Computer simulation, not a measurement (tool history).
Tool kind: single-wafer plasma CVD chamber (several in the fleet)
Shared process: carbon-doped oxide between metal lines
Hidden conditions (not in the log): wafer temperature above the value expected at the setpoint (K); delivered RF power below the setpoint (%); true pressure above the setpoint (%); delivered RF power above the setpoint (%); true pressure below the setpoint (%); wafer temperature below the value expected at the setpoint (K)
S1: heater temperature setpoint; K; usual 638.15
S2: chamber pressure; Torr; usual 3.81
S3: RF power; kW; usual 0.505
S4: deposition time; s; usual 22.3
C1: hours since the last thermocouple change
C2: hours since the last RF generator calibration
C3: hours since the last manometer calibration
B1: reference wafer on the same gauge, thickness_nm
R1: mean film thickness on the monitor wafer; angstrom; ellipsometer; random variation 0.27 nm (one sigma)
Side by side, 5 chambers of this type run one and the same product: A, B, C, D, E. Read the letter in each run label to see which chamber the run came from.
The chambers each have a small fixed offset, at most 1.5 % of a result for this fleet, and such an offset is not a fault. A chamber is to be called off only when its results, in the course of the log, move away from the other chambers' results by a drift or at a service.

{"run": "1D", "day": 0.438, "S1": 638.15, "S2": 3.81, "S3": 0.505, "S4": 22.3, "C1": 272.2, "C2": 1632.7, "C3": 240.9, "B1": 107.97, "R1": 1077.3}
{"run": "2C", "day": 0.808, "S1": 638.15, "S2": 3.81, "S3": 0.505, "S4": 22.3, "C1": 480.4, "C2": 391.5, "C3": 1112.2, "B1": 108.04, "R1": 1062.6}
{"run": "3B", "day": 1.358, "S1": 638.15, "S2": 3.81, "S3": 0.505, "S4": 22.3, "C1": 2052.5, "C2": 1080.6, "C3": 377.9, "B1": 108.06, "R1": 1079.4}
{"run": "4A", "day": 1.904, "S1": 638.15, "S2": 3.81, "S3": 0.505, "S4": 22.3, "C1": 950.2, "C2": 574.6, "C3": 327.3, "B1": 107.97, "R1": 1056.0}
{"run": "5E", "day": 2.383, "S1": 638.15, "S2": 3.81, "S3": 0.505, "S4": 22.3, "C1": 1667.2, "C2": 2137.3, "C3": 959.7, "B1": 107.97, "R1": 1061.7}
{"run": "6A", "day": 2.904, "S1": 645.15, "S2": 3.81, "S3": 0.445, "S4": 22.3, "C1": 974.2, "C2": 598.6, "C3": 351.3, "B1": 108.04, "R1": 957.3}
{"run": "7C", "day": 3.488, "S1": 645.15, "S2": 3.81, "S3": 0.445, "S4": 22.3, "C1": 544.7, "C2": 455.8, "C3": 1176.5, "B1": 108.01, "R1": 963.32}
{"run": "8D", "day": 4.125, "S1": 645.15, "S2": 3.81, "S3": 0.445, "S4": 22.3, "C1": 360.7, "C2": 1721.2, "C3": 329.4, "B1": 107.99, "R1": 979.11}
{"run": "9B", "day": 4.454, "S1": 645.15, "S2": 3.81, "S3": 0.445, "S4": 22.3, "C1": 2126.8, "C2": 1154.9, "C3": 452.2, "B1": 107.98, "R1": 977.25}
{"run": "10E", "day": 4.925, "S1": 645.15, "S2": 3.81, "S3": 0.445, "S4": 22.3, "C1": 1728.2, "C2": 2198.3, "C3": 1020.7, "B1": 108.05, "R1": 964.92}
{"run": "11B", "day": 5.292, "S1": 638.15, "S2": 3.81, "S3": 0.505, "S4": 22.3, "C1": 2146.9, "C2": 1175.0, "C3": 472.3, "B1": 107.97, "R1": 1079.9}
{"run": "12A", "day": 5.679, "S1": 638.15, "S2": 3.81, "S3": 0.505, "S4": 22.3, "C1": 1040.8, "C2": 665.2, "C3": 417.9, "B1": 108.01, "R1": 1050.2}
{"run": "13C", "day": 6.046, "S1": 638.15, "S2": 3.81, "S3": 0.505, "S4": 22.3, "C1": 606.1, "C2": 517.2, "C3": 1237.9, "B1": 107.95, "R1": 1061.0}
{"run": "14D", "day": 6.533, "S1": 638.15, "S2": 3.81, "S3": 0.505, "S4": 22.3, "C1": 418.5, "C2": 1779.0, "C3": 387.2, "B1": 107.98, "R1": 1075.9}
{"run": "15E", "day": 7.021, "S1": 638.15, "S2": 3.81, "S3": 0.505, "S4": 22.3, "C1": 1778.5, "C2": 2248.6, "C3": 1071.0, "B1": 108.03, "R1": 1067.4}
{"run": "16E", "day": 7.442, "S1": 638.15, "S2": 3.81, "S3": 0.505, "S4": 22.3, "C1": 1788.6, "C2": 2258.7, "C3": 1081.1, "B1": 108.0, "R1": 1072.0}
{"run": "17C", "day": 7.85, "S1": 638.15, "S2": 3.81, "S3": 0.505, "S4": 22.3, "C1": 649.4, "C2": 560.5, "C3": 1281.2, "B1": 108.07, "R1": 1061.2}
{"run": "18A", "day": 8.354, "S1": 638.15, "S2": 3.81, "S3": 0.505, "S4": 22.3, "C1": 1105.0, "C2": 729.4, "C3": 482.1, "B1": 108.06, "R1": 1046.8}
{"run": "19B", "day": 8.842, "S1": 638.15, "S2": 3.81, "S3": 0.505, "S4": 22.3, "C1": 2232.1, "C2": 1260.2, "C3": 557.5, "B1": 107.92, "R1": 1074.8}
{"day": 9.046, "done": "chamber E: RF generator calibrated"}
{"run": "20D", "day": 9.142, "S1": 638.15, "S2": 3.81, "S3": 0.505, "S4": 22.3, "C1": 481.1, "C2": 1841.6, "C3": 449.8, "B1": 108.02, "R1": 1077.1}
{"run": "21D", "day": 9.517, "S1": 638.15, "S2": 3.81, "S3": 0.505, "S4": 22.3, "C1": 490.1, "C2": 1850.6, "C3": 458.8, "B1": 108.02, "R1": 1080.3}
{"day": 9.808, "done": "chamber B: RF generator calibrated"}
{"run": "22E", "day": 10.154, "S1": 638.15, "S2": 3.81, "S3": 0.505, "S4": 22.3, "C1": 1853.7, "C2": 26.7, "C3": 1146.2, "B1": 107.98, "R1": 1067.0}
{"run": "23A", "day": 10.671, "S1": 638.15, "S2": 4.41, "S3": 0.58, "S4": 22.3, "C1": 1160.6, "C2": 785.0, "C3": 537.7, "B1": 107.99, "R1": 1157.2}
{"run": "24B", "day": 11.242, "S1": 638.15, "S2": 4.41, "S3": 0.58, "S4": 22.3, "C1": 2289.7, "C2": 34.5, "C3": 615.1, "B1": 108.04, "R1": 1193.0}
{"run": "25C", "day": 11.754, "S1": 638.15, "S2": 4.41, "S3": 0.58, "S4": 22.3, "C1": 743.1, "C2": 654.2, "C3": 1374.9, "B1": 108.02, "R1": 1177.5}
{"run": "26E", "day": 12.388, "S1": 638.15, "S2": 4.41, "S3": 0.58, "S4": 22.3, "C1": 1907.3, "C2": 80.3, "C3": 1199.8, "B1": 107.98, "R1": 1186.7}
{"run": "27C", "day": 12.717, "S1": 638.15, "S2": 4.41, "S3": 0.58, "S4": 22.3, "C1": 766.2, "C2": 677.3, "C3": 1398.0, "B1": 107.99, "R1": 1184.6}
{"run": "28D", "day": 13.154, "S1": 638.15, "S2": 3.81, "S3": 0.505, "S4": 22.3, "C1": 577.4, "C2": 1937.9, "C3": 546.1, "B1": 108.03, "R1": 1075.8}
{"run": "29B", "day": 13.654, "S1": 638.15, "S2": 3.81, "S3": 0.505, "S4": 22.3, "C1": 2347.6, "C2": 92.4, "C3": 673.0, "B1": 107.93, "R1": 1075.5}
{"run": "30A", "day": 14.046, "S1": 638.15, "S2": 3.81, "S3": 0.505, "S4": 22.3, "C1": 1241.6, "C2": 866.0, "C3": 618.7, "B1": 107.96, "R1": 1034.4}
{"run": "31B", "day": 14.6, "S1": 638.15, "S2": 3.81, "S3": 0.505, "S4": 22.3, "C1": 2370.3, "C2": 115.1, "C3": 695.7, "B1": 108.0, "R1": 1082.4}
{"run": "32C", "day": 15.2, "S1": 638.15, "S2": 4.43, "S3": 0.505, "S4": 26.1, "C1": 825.8, "C2": 736.9, "C3": 1457.6, "B1": 108.0, "R1": 1264.2}
{"day": 15.333, "done": "chamber D: RF generator calibrated"}
{"run": "33E", "day": 15.642, "S1": 638.15, "S2": 4.43, "S3": 0.505, "S4": 26.1, "C1": 1985.4, "C2": 158.4, "C3": 1277.9, "B1": 107.95, "R1": 1271.4}
{"run": "34D", "day": 16.062, "S1": 638.15, "S2": 4.43, "S3": 0.505, "S4": 26.1, "C1": 647.2, "C2": 17.6, "C3": 615.9, "B1": 108.02, "R1": 1286.9}
{"run": "35A", "day": 16.588, "S1": 638.15, "S2": 4.43, "S3": 0.505, "S4": 26.1, "C1": 1302.6, "C2": 927.0, "C3": 679.7, "B1": 108.02, "R1": 1224.6}
{"run": "36C", "day": 16.971, "S1": 638.15, "S2": 4.43, "S3": 0.505, "S4": 26.1, "C1": 868.3, "C2": 779.4, "C3": 1500.1, "B1": 107.96, "R1": 1264.2}

Does one chamber stand apart from the rest, does the shared gauge drift, or is all well apart from small per-chamber offsets? Give the chamber and the most likely cause, where there is one.

Little by little, chamber A moves away from the other chambers.
Likeliest cause: delivered RF power below the setpoint (%) = 4.44.

Which of the 4 candidates below, each the usual settings with something changed and its results left as question marks, puts chamber A back in line with what the other chambers give on the usual settings?
In line means no further than this from the other chambers' mean on the usual settings: R1 9.30 angstrom
{"run": "37A-1", "day": 17.438, "S1": 638.15, "S2": 2.48, "S3": 0.505, "S4": 22.3, "R1": "?"}
{"run": "37A-2", "day": 17.438, "S1": 630.15, "S2": 3.81, "S3": 0.505, "S4": 22.3, "R1": "?"}
{"run": "37A-3", "day": 17.438, "S1": 638.15, "S2": 3.8, "S3": 0.5, "S4": 22.0, "R1": "?"}
{"run": "37A-4", "day": 17.438, "S1": 622.15, "S2": 3.81, "S3": 0.505, "S4": 22.3, "R1": "?"}

Average result of the remaining chambers running the usual settings: R1 1070.60 angstrom
run=37A-1 R1=991.22
run=37A-2 R1=1048.80
run=37A-3 R1=1007.80
run=37A-4 R1=1071.60
37A-4 is the one that brings the chamber's results back in line with the other chambers.

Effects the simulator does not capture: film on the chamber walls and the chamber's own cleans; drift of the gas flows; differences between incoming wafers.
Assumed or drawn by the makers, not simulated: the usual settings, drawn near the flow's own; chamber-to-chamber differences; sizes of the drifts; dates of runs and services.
